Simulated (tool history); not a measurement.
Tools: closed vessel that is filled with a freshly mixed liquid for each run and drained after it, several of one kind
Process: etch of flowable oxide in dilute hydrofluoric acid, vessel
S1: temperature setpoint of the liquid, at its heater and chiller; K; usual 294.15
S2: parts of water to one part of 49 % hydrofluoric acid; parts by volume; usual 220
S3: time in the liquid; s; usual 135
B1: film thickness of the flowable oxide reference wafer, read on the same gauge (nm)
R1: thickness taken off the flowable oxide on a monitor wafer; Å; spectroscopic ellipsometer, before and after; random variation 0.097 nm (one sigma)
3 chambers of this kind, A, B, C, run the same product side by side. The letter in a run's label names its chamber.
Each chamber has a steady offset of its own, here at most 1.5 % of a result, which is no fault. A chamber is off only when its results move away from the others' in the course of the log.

{"run": "1A", "hour": 5.3, "S1": 294.15, "S2": 220, "S3": 135, "B1": 60.024, "R1": 183.81}
{"run": "2C", "hour": 12.4, "S1": 294.15, "S2": 220, "S3": 135, "B1": 59.976, "R1": 184.14}
{"run": "3B", "hour": 16.9, "S1": 294.15, "S2": 220, "S3": 135, "B1": 60.031, "R1": 184.4}
{"hour": 21.5, "done": "chamber A: thermometer replaced"}
{"run": "4C", "hour": 23.3, "S1": 294.15, "S2": 220, "S3": 135, "B1": 60.03, "R1": 185.08}
{"hour": 25.0, "done": "chamber C: hydrofluoric acid flow meter replaced"}
{"run": "5A", "hour": 30.2, "S1": 294.15, "S2": 220, "S3": 135, "B1": 60.019, "R1": 185.01}
{"run": "6B", "hour": 37.1, "S1": 294.15, "S2": 220, "S3": 135, "B1": 60.013, "R1": 182.47}
{"run": "7A", "hour": 43.7, "S1": 294.15, "S2": 220, "S3": 135, "B1": 59.999, "R1": 185.23}
{"run": "8C", "hour": 50.9, "S1": 294.15, "S2": 220, "S3": 135, "B1": 59.981, "R1": 184.53}
{"run": "9B", "hour": 58.5, "S1": 294.15, "S2": 220, "S3": 135, "B1": 59.991, "R1": 182.95}
{"run": "10A", "hour": 66.3, "S1": 296.65, "S2": 315, "S3": 135, "B1": 59.977, "R1": 129.17}
{"run": "11C", "hour": 71.1, "S1": 296.65, "S2": 315, "S3": 135, "B1": 59.945, "R1": 128.89}
{"run": "12B", "hour": 79.1, "S1": 296.65, "S2": 315, "S3": 135, "B1": 59.967, "R1": 126.77}
{"run": "13A", "hour": 86.0, "S1": 294.15, "S2": 220, "S3": 135, "B1": 60.029, "R1": 185.78}
{"run": "14C", "hour": 92.7, "S1": 294.15, "S2": 220, "S3": 135, "B1": 60.034, "R1": 183.68}
{"run": "15B", "hour": 100.2, "S1": 294.15, "S2": 220, "S3": 135, "B1": 59.962, "R1": 182.27}
{"run": "16B", "hour": 107.9, "S1": 294.15, "S2": 220, "S3": 135, "B1": 59.995, "R1": 183.54}
{"run": "17C", "hour": 114.7, "S1": 294.15, "S2": 220, "S3": 135, "B1": 59.962, "R1": 184.7}
{"run": "18A", "hour": 123.5, "S1": 294.15, "S2": 220, "S3": 135, "B1": 60.013, "R1": 184.54}
{"run": "19C", "hour": 132.2, "S1": 294.15, "S2": 220, "S3": 135, "B1": 59.962, "R1": 184.01}
{"run": "20A", "hour": 140.6, "S1": 294.15, "S2": 220, "S3": 135, "B1": 59.993, "R1": 184.12}
{"run": "21B", "hour": 149.7, "S1": 294.15, "S2": 220, "S3": 135, "B1": 60.061, "R1": 181.14}
{"run": "22A", "hour": 154.5, "S1": 294.15, "S2": 220, "S3": 135, "B1": 59.982, "R1": 185.21}
{"run": "23B", "hour": 159.4, "S1": 294.15, "S2": 220, "S3": 135, "B1": 60.011, "R1": 180.93}
{"run": "24C", "hour": 168.3, "S1": 294.15, "S2": 220, "S3": 180, "B1": 60.001, "R1": 246.25}
{"run": "25A", "hour": 177.6, "S1": 294.15, "S2": 220, "S3": 180, "B1": 59.982, "R1": 247.95}
{"run": "26B", "hour": 187.1, "S1": 294.15, "S2": 220, "S3": 180, "B1": 60.012, "R1": 240.03}
{"run": "27C", "hour": 194.1, "S1": 294.15, "S2": 220, "S3": 135, "B1": 60.002, "R1": 184.1}
{"run": "28A", "hour": 199.2, "S1": 294.15, "S2": 220, "S3": 135, "B1": 60.005, "R1": 185.03}
{"run": "29B", "hour": 203.9, "S1": 294.15, "S2": 220, "S3": 135, "B1": 59.982, "R1": 180.42}
{"run": "30C", "hour": 211.8, "S1": 294.15, "S2": 220, "S3": 135, "B1": 60.003, "R1": 183.41}
{"run": "31A", "hour": 220.6, "S1": 294.15, "S2": 220, "S3": 135, "B1": 59.983, "R1": 185.25}
{"run": "32C", "hour": 226.6, "S1": 294.15, "S2": 220, "S3": 135, "B1": 60.008, "R1": 184.81}
{"run": "33B", "hour": 235.8, "S1": 294.15, "S2": 220, "S3": 135, "B1": 59.995, "R1": 178.66}
{"run": "34C", "hour": 244.1, "S1": 294.15, "S2": 220, "S3": 135, "B1": 60.05, "R1": 183.28}
{"run": "35B", "hour": 252.1, "S1": 294.15, "S2": 220, "S3": 135, "B1": 59.99, "R1": 178.75}
{"run": "36A", "hour": 259.3, "S1": 294.15, "S2": 220, "S3": 135, "B1": 59.972, "R1": 184.02}
{"run": "37B", "hour": 268.1, "S1": 294.15, "S2": 220, "S3": 135, "B1": 60.035, "R1": 178.15}

Next, every chamber runs the same settings. What will each give?
{"run": "38A", "hour": 275.2, "S1": 294.15, "S2": 165, "S3": 135, "R1": "?"}
{"run": "38B", "hour": 275.2, "S1": 294.15, "S2": 165, "S3": 135, "R1": "?"}
{"run": "38C", "hour": 275.2, "S1": 294.15, "S2": 165, "S3": 135, "R1": "?"}

run=38A R1=261.25
run=38B R1=249.97
run=38C R1=262.35
